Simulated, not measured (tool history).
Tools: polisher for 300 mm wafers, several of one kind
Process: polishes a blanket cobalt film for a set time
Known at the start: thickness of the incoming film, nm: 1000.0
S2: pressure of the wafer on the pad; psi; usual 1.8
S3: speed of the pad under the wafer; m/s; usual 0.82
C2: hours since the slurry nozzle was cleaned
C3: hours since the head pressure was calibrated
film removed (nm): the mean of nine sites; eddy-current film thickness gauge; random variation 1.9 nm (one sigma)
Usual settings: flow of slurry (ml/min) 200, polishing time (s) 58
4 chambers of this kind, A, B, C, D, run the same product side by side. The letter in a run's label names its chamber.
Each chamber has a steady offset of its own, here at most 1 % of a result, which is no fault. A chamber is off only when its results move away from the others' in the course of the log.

Run 1C, hour 6.7: usual settings; wafers polished on this pad 1066; C2 696.7; C3 45.9. Result: film removed (nm) 211.69.
Run 2D, hour 11.7: usual settings; wafers polished on this pad 512; C2 126.1; C3 963.9. Result: film removed (nm) 211.53.
Run 3A, hour 18.5: usual settings; wafers polished on this pad 175; C2 192.2; C3 828.2. Result: film removed (nm) 210.63.
Run 4B, hour 21.9: usual settings; wafers polished on this pad 346; C2 102.4; C3 151.6. Result: film removed (nm) 211.15.
Run 5D, hour 26.9: usual settings; wafers polished on this pad 644; C2 141.3; C3 979.1. Result: film removed (nm) 208.08.
Run 6C, hour 31.3: usual settings; wafers polished on this pad 1280; C2 721.3; C3 70.5. Result: film removed (nm) 211.95.
At hour 32.3: chamber D: worn pad replaced by a new one.
Run 7A, hour 38.6: usual settings; wafers polished on this pad 350; C2 212.3; C3 848.3. Result: film removed (nm) 212.31.
At hour 42.9: chamber C: worn pad replaced by a new one.
Run 8B, hour 43.4: usual settings; wafers polished on this pad 534; C2 123.9; C3 173.1. Result: film removed (nm) 213.67.
Run 9A, hour 47.0: usual settings but flow of slurry (ml/min) 175; wafers polished on this pad 423; C2 220.7; C3 856.7. Result: film removed (nm) 206.69.
Run 10C, hour 51.0: usual settings but flow of slurry (ml/min) 175; wafers polished on this pad 70; C2 741.0; C3 90.2. Result: film removed (nm) 207.19.
Run 11B, hour 56.3: usual settings but flow of slurry (ml/min) 175; wafers polished on this pad 646; C2 136.8; C3 186.0. Result: film removed (nm) 205.17.
Run 12D, hour 62.8: usual settings but flow of slurry (ml/min) 175; wafers polished on this pad 266; C2 177.2; C3 1015.0. Result: film removed (nm) 206.49.
At hour 68.5: chamber A: worn pad replaced by a new one.
Run 13D, hour 69.3: usual settings; wafers polished on this pad 323; C2 183.7; C3 1021.5. Result: film removed (nm) 211.70.
Run 14A, hour 72.6: usual settings; wafers polished on this pad 36; C2 246.3; C3 882.3. Result: film removed (nm) 211.91.
Run 15B, hour 76.8: usual settings; wafers polished on this pad 824; C2 157.3; C3 206.5. Result: film removed (nm) 212.08.
Run 16C, hour 83.1: usual settings; wafers polished on this pad 350; C2 773.1; C3 122.3. Result: film removed (nm) 213.71.
At hour 83.7: chamber D: slurry nozzle cleaned.
Run 17B, hour 89.1: usual settings; wafers polished on this pad 932; C2 169.6; C3 218.8. Result: film removed (nm) 212.81.
At hour 89.2: chamber A: head pressure recalibrated.
Run 18C, hour 95.2: usual settings; wafers polished on this pad 455; C2 785.2; C3 134.4. Result: film removed (nm) 213.27.
At hour 99.6: chamber D: worn pad replaced by a new one.
Run 19D, hour 102.0: usual settings; wafers polished on this pad 21; C2 18.3; C3 1054.2. Result: film removed (nm) 214.13.
At hour 105.2: chamber B: worn pad replaced by a new one.
At hour 105.9: chamber B: slurry nozzle cleaned.
Run 20A, hour 108.1: usual settings; wafers polished on this pad 345; C2 281.8; C3 18.9. Result: film removed (nm) 209.40.
Run 21A, hour 112.2: usual settings; wafers polished on this pad 380; C2 285.9; C3 23.0. Result: film removed (nm) 209.63.
Run 22D, hour 118.7: usual settings; wafers polished on this pad 167; C2 35.0; C3 1070.9. Result: film removed (nm) 211.45.
At hour 122.4: chamber D: head pressure recalibrated.
Run 23C, hour 123.5: usual settings; wafers polished on this pad 701; C2 813.5; C3 162.7. Result: film removed (nm) 212.62.
At hour 127.4: chamber A: worn pad replaced by a new one.
Run 24B, hour 128.8: usual settings but S2 1.5 psi; wafers polished on this pad 205; C2 22.9; C3 258.5. Result: film removed (nm) 178.67.
Run 25C, hour 134.9: usual settings but S2 1.5 psi; wafers polished on this pad 801; C2 824.9; C3 174.1. Result: film removed (nm) 176.17.
Run 26D, hour 141.1: usual settings but S2 1.5 psi; wafers polished on this pad 362; C2 57.4; C3 18.8. Result: film removed (nm) 190.75.
Run 27A, hour 148.5: usual settings but S2 1.5 psi; wafers polished on this pad 184; C2 322.2; C3 59.3. Result: film removed (nm) 173.16.
Run 28B, hour 154.1: usual settings; wafers polished on this pad 426; C2 48.2; C3 283.8. Result: film removed (nm) 212.77.
Run 29C, hour 160.0: usual settings; wafers polished on this pad 1019; C2 850.0; C3 199.2. Result: film removed (nm) 210.48.
Run 30B, hour 163.4: usual settings but flow of slurry (ml/min) 255; wafers polished on this pad 507; C2 57.5; C3 293.1. Result: film removed (nm) 214.83.
Run 31A, hour 170.3: usual settings but flow of slurry (ml/min) 255; wafers polished on this pad 374; C2 344.0; C3 81.1. Result: film removed (nm) 215.13.
Run 32D, hour 175.5: usual settings but flow of slurry (ml/min) 255; wafers polished on this pad 661; C2 91.8; C3 53.2. Result: film removed (nm) 235.26.
Run 33B, hour 179.3: usual settings but flow of slurry (ml/min) 255; wafers polished on this pad 645; C2 73.4; C3 309.0. Result: film removed (nm) 216.71.
At hour 180.3: chamber D: worn pad replaced by a new one.
At hour 184.6: chamber A: worn pad replaced by a new one.
Run 34C, hour 184.6: usual settings; wafers polished on this pad 1234; C2 874.6; C3 223.8. Result: film removed (nm) 209.15.
Run 35D, hour 190.4: usual settings; wafers polished on this pad 88; C2 106.7; C3 68.1. Result: film removed (nm) 235.07.
Run 36A, hour 196.0: usual settings but S3 1.06 m/s; wafers polished on this pad 99; C2 369.7; C3 106.8. Result: film removed (nm) 269.43.
Run 37B, hour 199.7: usual settings but S3 1.06 m/s; wafers polished on this pad 823; C2 93.8; C3 329.4. Result: film removed (nm) 276.52.
At hour 200.3: chamber A: slurry nozzle cleaned.
At hour 200.7: chamber C: worn pad replaced by a new one.
Run 38C, hour 206.6: usual settings but S3 1.06 m/s; wafers polished on this pad 51; C2 896.6; C3 245.8. Result: film removed (nm) 276.51.
Run 39A, hour 212.4: usual settings but S3 1.06 m/s; wafers polished on this pad 242; C2 12.1; C3 123.2. Result: film removed (nm) 271.47.

All 4 chambers run these settings next. Forecast each chamber's results:
Run 40A, hour 217.8: usual settings but flow of slurry (ml/min) 145. Result: film removed (nm) ?.
Run 40B, hour 217.8: usual settings but flow of slurry (ml/min) 145. Result: film removed (nm) ?.
Run 40C, hour 217.8: usual settings but flow of slurry (ml/min) 145. Result: film removed (nm) ?.
Run 40D, hour 217.8: usual settings but flow of slurry (ml/min) 145. Result: film removed (nm) ?.

run  film removed (nm)
40A             200.91
40B             200.63
40C             203.48
40D             219.55
